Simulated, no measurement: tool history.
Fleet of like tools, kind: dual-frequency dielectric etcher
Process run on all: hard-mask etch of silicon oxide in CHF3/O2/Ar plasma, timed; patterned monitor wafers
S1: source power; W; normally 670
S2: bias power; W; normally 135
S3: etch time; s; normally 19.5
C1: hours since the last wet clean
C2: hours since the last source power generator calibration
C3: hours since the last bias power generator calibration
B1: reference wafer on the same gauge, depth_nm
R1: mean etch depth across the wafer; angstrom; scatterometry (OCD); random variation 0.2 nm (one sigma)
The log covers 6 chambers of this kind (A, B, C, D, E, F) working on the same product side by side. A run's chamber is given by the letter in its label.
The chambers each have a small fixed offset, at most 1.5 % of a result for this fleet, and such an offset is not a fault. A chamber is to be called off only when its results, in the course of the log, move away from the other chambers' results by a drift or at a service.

| run | day | S1 | S2 | S3 | C1 | C2 | C3 | B1 | R1 |
|---|---|---|---|---|---|---|---|---|---|
|  | 0.112 | chamber D: wet clean of the chamber |
| 1E | 0.488 | 670 | 135 | 19.5 | 138.8 | 2000.0 | 907.8 | 36.812 | 365.35 |
| 2C | 0.929 | 670 | 135 | 19.5 | 393.5 | 2303.9 | 1403.7 | 36.799 | 365.44 |
| 3A | 1.612 | 670 | 135 | 19.5 | 385.5 | 950.1 | 1523.0 | 36.757 | 366.36 |
| 4D | 2.025 | 670 | 135 | 19.5 | 45.9 | 3906.4 | 1432.8 | 36.830 | 365.95 |
| 5F | 2.408 | 670 | 135 | 19.5 | 278.1 | 2187.5 | 1313.5 | 36.786 | 369.98 |
|  | 2.462 | chamber C: wet clean of the chamber |
| 6B | 3.100 | 670 | 135 | 19.5 | 269.6 | 2198.2 | 3849.1 | 36.783 | 362.72 |
|  | 3.158 | chamber C: source power generator calibrated |
| 7F | 3.775 | 670 | 135 | 19.5 | 310.9 | 2220.3 | 1346.3 | 36.801 | 374.60 |
|  | 3.825 | chamber A: wet clean of the chamber |
| 8E | 4.329 | 670 | 135 | 19.5 | 231.0 | 2092.2 | 1000.0 | 36.785 | 366.65 |
| 9B | 4.929 | 600 | 109 | 19.5 | 313.5 | 2242.1 | 3893.0 | 36.803 | 321.98 |
| 10D | 5.612 | 600 | 109 | 19.5 | 132.0 | 3992.5 | 1518.9 | 36.775 | 326.35 |
| 11A | 6.112 | 600 | 109 | 19.5 | 54.9 | 1058.1 | 1631.0 | 36.766 | 327.86 |
| 12C | 6.725 | 600 | 109 | 19.5 | 102.4 | 85.7 | 1542.8 | 36.758 | 326.67 |
| 13E | 7.333 | 600 | 109 | 19.5 | 303.1 | 2164.3 | 1072.1 | 36.800 | 325.94 |
|  | 7.525 | chamber B: bias power generator calibrated |
|  | 7.762 | chamber F: wet clean of the chamber |
| 14A | 7.967 | 600 | 109 | 19.5 | 99.4 | 1102.6 | 1675.5 | 36.843 | 324.49 |
| 15B | 8.283 | 740 | 145 | 19.5 | 394.0 | 2322.6 | 18.3 | 36.749 | 382.20 |
|  | 8.583 | chamber E: wet clean of the chamber |
| 16F | 8.733 | 740 | 145 | 19.5 | 23.4 | 2339.3 | 1465.3 | 36.782 | 396.67 |
| 17D | 9.288 | 740 | 145 | 19.5 | 220.2 | 4080.7 | 1607.1 | 36.842 | 387.98 |
| 18C | 9.654 | 740 | 145 | 19.5 | 172.7 | 156.0 | 1613.1 | 36.774 | 386.87 |
| 19E | 10.029 | 740 | 145 | 19.5 | 34.7 | 2229.0 | 1136.8 | 36.784 | 383.70 |
| 20B | 10.621 | 740 | 145 | 19.5 | 450.1 | 2378.7 | 74.4 | 36.857 | 378.99 |
| 21C | 11.292 | 670 | 135 | 19.5 | 212.0 | 195.3 | 1652.4 | 36.741 | 366.65 |
| 22D | 11.979 | 670 | 135 | 19.5 | 284.8 | 4145.3 | 1671.7 | 36.784 | 368.70 |
| 23F | 12.600 | 670 | 135 | 19.5 | 116.2 | 2432.1 | 1558.1 | 36.847 | 374.36 |
| 24A | 13.100 | 580 | 135 | 19.5 | 222.6 | 1225.8 | 1798.7 | 36.775 | 348.50 |
| 25B | 13.583 | 580 | 135 | 19.5 | 521.2 | 2449.8 | 145.5 | 36.770 | 337.07 |
|  | 13.729 | chamber F: source power generator calibrated |
| 26E | 13.888 | 580 | 135 | 19.5 | 127.3 | 2321.6 | 1229.4 | 36.824 | 345.42 |
| 27D | 14.458 | 580 | 135 | 19.5 | 344.3 | 4204.8 | 1731.2 | 36.818 | 345.28 |
| 28C | 15.079 | 580 | 135 | 19.5 | 302.9 | 286.2 | 1743.3 | 36.844 | 342.48 |
| 29F | 15.617 | 580 | 135 | 19.5 | 188.6 | 45.3 | 1630.5 | 36.793 | 352.34 |
|  | 15.938 | chamber D: source power generator calibrated |
| 30A | 16.279 | 670 | 135 | 19.5 | 298.9 | 1302.1 | 1875.0 | 36.747 | 365.96 |
| 31B | 16.938 | 670 | 135 | 19.5 | 601.7 | 2530.3 | 226.0 | 36.814 | 352.89 |
| 32E | 17.358 | 670 | 135 | 19.5 | 210.6 | 2404.9 | 1312.7 | 36.762 | 364.34 |
|  | 17.475 | chamber D: wet clean of the chamber |
| 33C | 17.725 | 670 | 135 | 19.5 | 366.4 | 349.7 | 1806.8 | 36.804 | 363.16 |
| 34D | 18.200 | 670 | 135 | 19.5 | 17.4 | 54.4 | 1821.0 | 36.815 | 365.85 |
| 35A | 18.896 | 670 | 135 | 19.5 | 361.7 | 1364.9 | 1937.8 | 36.831 | 362.79 |
| 36F | 19.550 | 670 | 135 | 19.5 | 283.0 | 139.7 | 1724.9 | 36.804 | 372.52 |
| 37C | 20.196 | 670 | 135 | 19.5 | 425.7 | 409.0 | 1866.1 | 36.821 | 364.53 |
| 38D | 20.525 | 670 | 135 | 19.5 | 73.2 | 110.2 | 1876.8 | 36.809 | 368.09 |
| 39F | 20.879 | 550 | 148 | 19.5 | 314.9 | 171.6 | 1756.8 | 36.807 | 353.48 |
| 40B | 21.483 | 550 | 148 | 19.5 | 710.8 | 2639.4 | 335.1 | 36.818 | 335.84 |
| 41A | 21.796 | 550 | 148 | 19.5 | 431.3 | 1434.5 | 2007.4 | 36.828 | 350.69 |
| 42E | 22.208 | 550 | 148 | 19.5 | 327.0 | 2521.3 | 1429.1 | 36.856 | 350.72 |
| 43B | 22.779 | 550 | 148 | 19.5 | 741.9 | 2670.5 | 366.2 | 36.783 | 335.10 |

For the next run the whole fleet of 6 chambers uses the same settings. Give each chamber's results:
| 44A | 23.279 | 670 | 125 | 19.5 |  |  |  |  | ? |
| 44B | 23.279 | 670 | 125 | 19.5 |  |  |  |  | ? |
| 44C | 23.279 | 670 | 125 | 19.5 |  |  |  |  | ? |
| 44D | 23.279 | 670 | 125 | 19.5 |  |  |  |  | ? |
| 44E | 23.279 | 670 | 125 | 19.5 |  |  |  |  | ? |
| 44F | 23.279 | 670 | 125 | 19.5 |  |  |  |  | ? |

| run | R1 |
|---|---|
| 44A | 354.96 |
| 44B | 342.22 |
| 44C | 356.79 |
| 44D | 358.27 |
| 44E | 357.79 |
| 44F | 361.22 |
